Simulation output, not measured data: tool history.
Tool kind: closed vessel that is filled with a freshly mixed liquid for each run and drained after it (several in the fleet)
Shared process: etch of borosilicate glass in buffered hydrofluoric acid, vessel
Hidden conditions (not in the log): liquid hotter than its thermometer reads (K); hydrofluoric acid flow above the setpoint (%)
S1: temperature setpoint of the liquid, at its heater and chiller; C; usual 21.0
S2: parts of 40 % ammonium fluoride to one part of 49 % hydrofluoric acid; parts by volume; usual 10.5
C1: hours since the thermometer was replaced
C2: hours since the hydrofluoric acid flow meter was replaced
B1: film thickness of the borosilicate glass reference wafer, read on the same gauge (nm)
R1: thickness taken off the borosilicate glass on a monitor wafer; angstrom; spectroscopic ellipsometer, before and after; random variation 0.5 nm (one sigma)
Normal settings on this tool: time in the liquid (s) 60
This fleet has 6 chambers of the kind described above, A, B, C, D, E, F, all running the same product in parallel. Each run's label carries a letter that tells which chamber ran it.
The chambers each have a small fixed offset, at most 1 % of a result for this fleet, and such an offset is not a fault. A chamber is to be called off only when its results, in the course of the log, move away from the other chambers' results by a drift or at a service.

run 1D hour=8.6 | S1=21.0 S2=10.5 time_in_the_liquid_(s)=60 | C1=2157.9 C2=228.8 | B1=79.984 | R1=607.68
run 2E hour=18.3 | S1=21.0 S2=10.5 time_in_the_liquid_(s)=60 | C1=2271.8 C2=418.8 | B1=79.997 | R1=600.77
run 3C hour=26.4 | S1=21.0 S2=10.5 time_in_the_liquid_(s)=60 | C1=570.9 C2=1043.9 | B1=79.987 | R1=613.35
run 4B hour=33.6 | S1=21.0 S2=10.5 time_in_the_liquid_(s)=60 | C1=64.3 C2=1677.2 | B1=80.004 | R1=615.95
run 5F hour=42.4 | S1=21.0 S2=7.5 time_in_the_liquid_(s)=60 | C1=1616.5 C2=1014.1 | B1=79.999 | R1=839.16
run 6A hour=47.9 | S1=21.0 S2=7.5 time_in_the_liquid_(s)=60 | C1=337.6 C2=355.0 | B1=79.983 | R1=820.66
run 7D hour=53.9 | S1=21.0 S2=7.5 time_in_the_liquid_(s)=60 | C1=2203.2 C2=274.1 | B1=79.984 | R1=824.41
run 8F hour=64.2 | S1=21.0 S2=7.5 time_in_the_liquid_(s)=60 | C1=1638.3 C2=1035.9 | B1=79.980 | R1=825.76
run 9A hour=73.8 | S1=21.0 S2=7.5 time_in_the_liquid_(s)=60 | C1=363.5 C2=380.9 | B1=80.005 | R1=822.82
run 10C hour=82.6 | S1=21.0 S2=7.5 time_in_the_liquid_(s)=60 | C1=627.1 C2=1100.1 | B1=80.026 | R1=849.60
run 11E hour=88.8 | S1=21.0 S2=10.5 time_in_the_liquid_(s)=60 | C1=2342.3 C2=489.3 | B1=80.039 | R1=605.65
run 12B hour=97.2 | S1=21.0 S2=10.5 time_in_the_liquid_(s)=60 | C1=127.9 C2=1740.8 | B1=79.995 | R1=608.54
run 13B hour=103.2 | S1=21.0 S2=10.5 time_in_the_liquid_(s)=60 | C1=133.9 C2=1746.8 | B1=80.000 | R1=606.89
run 14A hour=108.4 | S1=21.0 S2=10.5 time_in_the_liquid_(s)=60 | C1=398.1 C2=415.5 | B1=79.977 | R1=597.51
run 15D hour=115.4 | S1=19.5 S2=7.0 time_in_the_liquid_(s)=60 | C1=2264.7 C2=335.6 | B1=80.020 | R1=839.55
run 16C hour=123.9 | S1=19.5 S2=7.0 time_in_the_liquid_(s)=60 | C1=668.4 C2=1141.4 | B1=79.999 | R1=836.77
run 17E hour=130.9 | S1=19.5 S2=7.0 time_in_the_liquid_(s)=60 | C1=2384.4 C2=531.4 | B1=79.990 | R1=829.48
-- hour=131.6 chamber D: thermometer replaced
-- hour=137.6 chamber E: thermometer replaced
run 18F hour=141.4 | S1=19.5 S2=7.0 time_in_the_liquid_(s)=60 | C1=1715.5 C2=1113.1 | B1=80.001 | R1=834.51
run 19C hour=151.4 | S1=19.5 S2=7.0 time_in_the_liquid_(s)=60 | C1=695.9 C2=1168.9 | B1=79.991 | R1=835.00
run 20A hour=161.2 | S1=19.5 S2=7.0 time_in_the_liquid_(s)=60 | C1=450.9 C2=468.3 | B1=79.998 | R1=809.11
run 21D hour=167.1 | S1=21.0 S2=10.5 time_in_the_liquid_(s)=60 | C1=35.6 C2=387.3 | B1=79.996 | R1=617.38
run 22B hour=173.2 | S1=21.0 S2=10.5 time_in_the_liquid_(s)=60 | C1=203.9 C2=1816.8 | B1=80.013 | R1=610.45
run 23E hour=179.7 | S1=21.0 S2=10.5 time_in_the_liquid_(s)=60 | C1=42.2 C2=580.2 | B1=80.007 | R1=601.18
run 24F hour=184.8 | S1=23.0 S2=10.5 time_in_the_liquid_(s)=50 | C1=1758.9 C2=1156.5 | B1=80.005 | R1=553.90
run 25F hour=193.8 | S1=23.0 S2=10.5 time_in_the_liquid_(s)=50 | C1=1767.9 C2=1165.5 | B1=79.972 | R1=567.65
run 26A hour=201.3 | S1=23.0 S2=10.5 time_in_the_liquid_(s)=50 | C1=491.0 C2=508.4 | B1=80.008 | R1=551.91
run 27C hour=207.4 | S1=23.0 S2=10.5 time_in_the_liquid_(s)=50 | C1=751.9 C2=1224.9 | B1=80.000 | R1=560.69
run 28E hour=215.1 | S1=23.0 S2=10.5 time_in_the_liquid_(s)=50 | C1=77.6 C2=615.6 | B1=80.010 | R1=562.75
run 29B hour=223.6 | S1=23.0 S2=10.5 time_in_the_liquid_(s)=50 | C1=254.3 C2=1867.2 | B1=79.989 | R1=569.57
run 30D hour=230.5 | S1=21.0 S2=10.5 time_in_the_liquid_(s)=60 | C1=99.0 C2=450.7 | B1=80.001 | R1=635.73
run 31B hour=239.7 | S1=21.0 S2=10.5 time_in_the_liquid_(s)=60 | C1=270.4 C2=1883.3 | B1=80.013 | R1=616.83
-- hour=240.4 chamber C: hydrofluoric acid flow meter replaced
run 32C hour=246.7 | S1=21.0 S2=10.5 time_in_the_liquid_(s)=60 | C1=791.2 C2=6.3 | B1=80.013 | R1=608.46
run 33E hour=257.5 | S1=21.0 S2=10.5 time_in_the_liquid_(s)=60 | C1=120.0 C2=658.0 | B1=79.981 | R1=604.93
run 34F hour=264.4 | S1=21.0 S2=10.5 time_in_the_liquid_(s)=60 | C1=1838.5 C2=1236.1 | B1=79.990 | R1=595.72
run 35D hour=272.9 | S1=21.0 S2=10.5 time_in_the_liquid_(s)=60 | C1=141.4 C2=493.1 | B1=80.013 | R1=642.13
run 36A hour=283.1 | S1=21.0 S2=10.5 time_in_the_liquid_(s)=60 | C1=572.8 C2=590.2 | B1=80.007 | R1=604.58
run 37D hour=288.2 | S1=21.0 S2=10.5 time_in_the_liquid_(s)=60 | C1=156.7 C2=508.4 | B1=80.004 | R1=658.16
run 38B hour=296.9 | S1=21.0 S2=10.5 time_in_the_liquid_(s)=60 | C1=327.6 C2=1940.5 | B1=80.002 | R1=616.11
run 39F hour=302.5 | S1=21.0 S2=10.5 time_in_the_liquid_(s)=60 | C1=1876.6 C2=1274.2 | B1=80.006 | R1=612.16

All 6 chambers run these settings next. Forecast each chamber's results:
run 40A hour=310.3 | S1=21.0 S2=10.5 time_in_the_liquid_(s)=60 | R1=?
run 40B hour=310.3 | S1=21.0 S2=10.5 time_in_the_liquid_(s)=60 | R1=?
run 40C hour=310.3 | S1=21.0 S2=10.5 time_in_the_liquid_(s)=60 | R1=?
run 40D hour=310.3 | S1=21.0 S2=10.5 time_in_the_liquid_(s)=60 | R1=?
run 40E hour=310.3 | S1=21.0 S2=10.5 time_in_the_liquid_(s)=60 | R1=?
run 40F hour=310.3 | S1=21.0 S2=10.5 time_in_the_liquid_(s)=60 | R1=?

run=40A R1=602.70
run=40B R1=611.15
run=40C R1=611.18
run=40D R1=655.69
run=40E R1=609.55
run=40F R1=600.15

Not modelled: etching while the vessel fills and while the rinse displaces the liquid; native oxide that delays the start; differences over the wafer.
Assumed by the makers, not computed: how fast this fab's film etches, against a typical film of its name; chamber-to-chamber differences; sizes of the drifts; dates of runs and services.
